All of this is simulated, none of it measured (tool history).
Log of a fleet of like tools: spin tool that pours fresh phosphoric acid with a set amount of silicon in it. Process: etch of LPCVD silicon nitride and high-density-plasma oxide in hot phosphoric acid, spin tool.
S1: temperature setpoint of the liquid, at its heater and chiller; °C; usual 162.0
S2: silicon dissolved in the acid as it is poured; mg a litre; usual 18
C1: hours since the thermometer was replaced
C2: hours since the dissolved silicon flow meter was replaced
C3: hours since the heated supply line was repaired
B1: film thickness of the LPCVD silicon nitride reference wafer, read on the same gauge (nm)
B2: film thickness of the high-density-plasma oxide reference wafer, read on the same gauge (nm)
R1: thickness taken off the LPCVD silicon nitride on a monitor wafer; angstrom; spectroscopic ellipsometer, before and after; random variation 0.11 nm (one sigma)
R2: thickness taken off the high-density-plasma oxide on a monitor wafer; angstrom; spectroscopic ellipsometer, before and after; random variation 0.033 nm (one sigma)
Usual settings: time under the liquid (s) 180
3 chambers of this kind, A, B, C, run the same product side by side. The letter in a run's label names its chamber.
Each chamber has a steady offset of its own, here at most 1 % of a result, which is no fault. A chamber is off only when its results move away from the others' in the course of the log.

Run 1B, hour 11.6: usual settings; C1 513.8; C2 133.6; C3 1167.8; B1 30.035; B2 80.003. Result: R1 206.34 angstrom, R2 7.2144 angstrom.
Run 2A, hour 20.2: usual settings; C1 24.8; C2 720.8; C3 474.3; B1 29.976; B2 80.041. Result: R1 203.56 angstrom, R2 7.7840 angstrom.
Run 3C, hour 30.9: usual settings; C1 1703.2; C2 788.2; C3 2112.1; B1 29.996; B2 79.997. Result: R1 207.50 angstrom, R2 8.2543 angstrom.
Run 4C, hour 37.9: usual settings; C1 1710.2; C2 795.2; C3 2119.1; B1 30.035; B2 80.014. Result: R1 208.44 angstrom, R2 7.0113 angstrom.
Run 5A, hour 44.0: usual settings; C1 48.6; C2 744.6; C3 498.1; B1 30.042; B2 79.994. Result: R1 205.49 angstrom, R2 7.4229 angstrom.
Run 6B, hour 49.3: usual settings; C1 551.5; C2 171.3; C3 1205.5; B1 30.010; B2 79.987. Result: R1 209.01 angstrom, R2 7.6704 angstrom.
Run 7B, hour 56.4: usual settings but S1 163.5 °C; C1 558.6; C2 178.4; C3 1212.6; B1 29.992; B2 79.977. Result: R1 218.90 angstrom, R2 8.5191 angstrom.
Run 8A, hour 64.3: usual settings but S1 163.5 °C; C1 68.9; C2 764.9; C3 518.4; B1 29.982; B2 79.968. Result: R1 216.90 angstrom, R2 7.9988 angstrom.
Run 9C, hour 72.7: usual settings but S1 163.5 °C; C1 1745.0; C2 830.0; C3 2153.9; B1 30.014; B2 80.024. Result: R1 216.10 angstrom, R2 8.3038 angstrom.
Run 10C, hour 81.7: usual settings; C1 1754.0; C2 839.0; C3 2162.9; B1 30.032; B2 79.960. Result: R1 207.24 angstrom, R2 7.4071 angstrom.
Run 11B, hour 89.9: usual settings; C1 592.1; C2 211.9; C3 1246.1; B1 29.999; B2 80.004. Result: R1 208.56 angstrom, R2 7.2073 angstrom.
Run 12A, hour 100.0: usual settings; C1 104.6; C2 800.6; C3 554.1; B1 30.002; B2 80.028. Result: R1 206.87 angstrom, R2 7.4643 angstrom.
Run 13A, hour 105.3: usual settings; C1 109.9; C2 805.9; C3 559.4; B1 30.012; B2 79.976. Result: R1 206.18 angstrom, R2 7.4080 angstrom.
Run 14B, hour 111.2: usual settings; C1 613.4; C2 233.2; C3 1267.4; B1 30.036; B2 80.044. Result: R1 207.75 angstrom, R2 7.5326 angstrom.
Run 15C, hour 123.2: usual settings; C1 1795.5; C2 880.5; C3 2204.4; B1 30.013; B2 80.015. Result: R1 209.35 angstrom, R2 7.2859 angstrom.
Run 16C, hour 131.4: usual settings; C1 1803.7; C2 888.7; C3 2212.6; B1 29.986; B2 79.988. Result: R1 207.34 angstrom, R2 6.8900 angstrom.
Run 17A, hour 141.3: usual settings; C1 145.9; C2 841.9; C3 595.4; B1 29.973; B2 79.976. Result: R1 205.19 angstrom, R2 7.4977 angstrom.
Run 18B, hour 152.4: usual settings; C1 654.6; C2 274.4; C3 1308.6; B1 30.033; B2 79.950. Result: R1 205.95 angstrom, R2 7.8643 angstrom.
Run 19A, hour 160.8: usual settings; C1 165.4; C2 861.4; C3 614.9; B1 30.006; B2 79.928. Result: R1 206.02 angstrom, R2 8.2288 angstrom.
Run 20C, hour 172.9: usual settings but time under the liquid (s) 145; C1 1845.2; C2 930.2; C3 2254.1; B1 30.019; B2 80.004. Result: R1 168.48 angstrom, R2 6.3199 angstrom.
At hour 183.4: chamber C: thermometer replaced.
Run 21B, hour 184.2: usual settings but time under the liquid (s) 145; C1 686.4; C2 306.2; C3 1340.4; B1 30.010; B2 79.984. Result: R1 166.24 angstrom, R2 6.2118 angstrom.
Run 22A, hour 191.9: usual settings but time under the liquid (s) 145; C1 196.5; C2 892.5; C3 646.0; B1 30.015; B2 79.992. Result: R1 166.49 angstrom, R2 5.8546 angstrom.
Run 23C, hour 200.4: usual settings; C1 17.1; C2 957.7; C3 2281.6; B1 29.974; B2 80.016. Result: R1 207.37 angstrom, R2 7.7371 angstrom.
Run 24B, hour 206.6: usual settings; C1 708.8; C2 328.6; C3 1362.8; B1 29.976; B2 80.038. Result: R1 206.74 angstrom, R2 7.2619 angstrom.
Run 25C, hour 216.5: usual settings; C1 33.2; C2 973.8; C3 2297.7; B1 30.029; B2 80.026. Result: R1 207.48 angstrom, R2 7.4816 angstrom.
Run 26B, hour 223.2: usual settings; C1 725.4; C2 345.2; C3 1379.4; B1 29.977; B2 79.972. Result: R1 207.52 angstrom, R2 7.2622 angstrom.

What goes on in this fleet: one chamber off, a drifting gauge, or nothing beyond the chambers' own small offsets? Name the chamber and the cause, if any.

No chamber stands off beyond its own small offset, and the gauge holds steady.
